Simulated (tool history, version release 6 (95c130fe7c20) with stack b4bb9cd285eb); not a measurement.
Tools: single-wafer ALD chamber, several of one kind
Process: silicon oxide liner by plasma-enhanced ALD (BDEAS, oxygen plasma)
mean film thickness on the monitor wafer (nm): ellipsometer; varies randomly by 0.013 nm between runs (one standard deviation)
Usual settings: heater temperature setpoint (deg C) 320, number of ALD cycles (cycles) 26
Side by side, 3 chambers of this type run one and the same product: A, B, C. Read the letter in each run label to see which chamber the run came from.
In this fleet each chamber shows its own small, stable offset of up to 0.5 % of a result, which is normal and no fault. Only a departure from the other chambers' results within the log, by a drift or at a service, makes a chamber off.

run,hour,heater temperature setpoint (deg C),number of ALD cycles (cycles),"read-back reference wafer on the same gauge, thickness_nm",mean film thickness on the monitor wafer (nm)
1A,4.5,320,26,2.4584,2.3282
2C,8.7,320,26,2.4614,2.3346
3B,14.1,320,26,2.4586,2.3612
4A,22.4,320,26,2.4594,2.3305
# hour 24.7: chamber B: thermocouple changed; heater temperature recalibrated
5C,29.1,320,26,2.4638,2.3522
6B,36.2,320,26,2.458,2.3483
7A,42.4,328,23,2.4573,2.049
8B,49.8,328,23,2.4601,2.0372
9C,57,328,23,2.4585,2.0474
10B,60.7,320,31,2.4641,2.8123
11C,69.1,320,31,2.4574,2.804
12A,75.6,320,31,2.4593,2.8034
13B,81.3,320,30,2.4617,2.6987
14A,85.3,320,30,2.4575,2.679
15C,90.6,320,30,2.4579,2.7191
16C,96.3,320,26,2.4613,2.3406
17A,102.8,320,24,2.4609,2.1699
18B,106.7,320,24,2.4585,2.1611
19C,112.4,320,24,2.4588,2.1563
20A,117.6,320,26,2.4597,2.3462
21B,121.7,320,26,2.4591,2.3458
22A,128.2,320,26,2.4605,2.3669
23C,136.2,320,26,2.4599,2.3321
24B,140.3,320,26,2.4578,2.3477

Is one chamber out of step, is the gauge drifting, or do the chambers differ by no more than their own small offsets? For an off chamber, give its letter and the likeliest cause.

Beyond each chamber's small constant offset nothing stands out, and the gauge stays steady.

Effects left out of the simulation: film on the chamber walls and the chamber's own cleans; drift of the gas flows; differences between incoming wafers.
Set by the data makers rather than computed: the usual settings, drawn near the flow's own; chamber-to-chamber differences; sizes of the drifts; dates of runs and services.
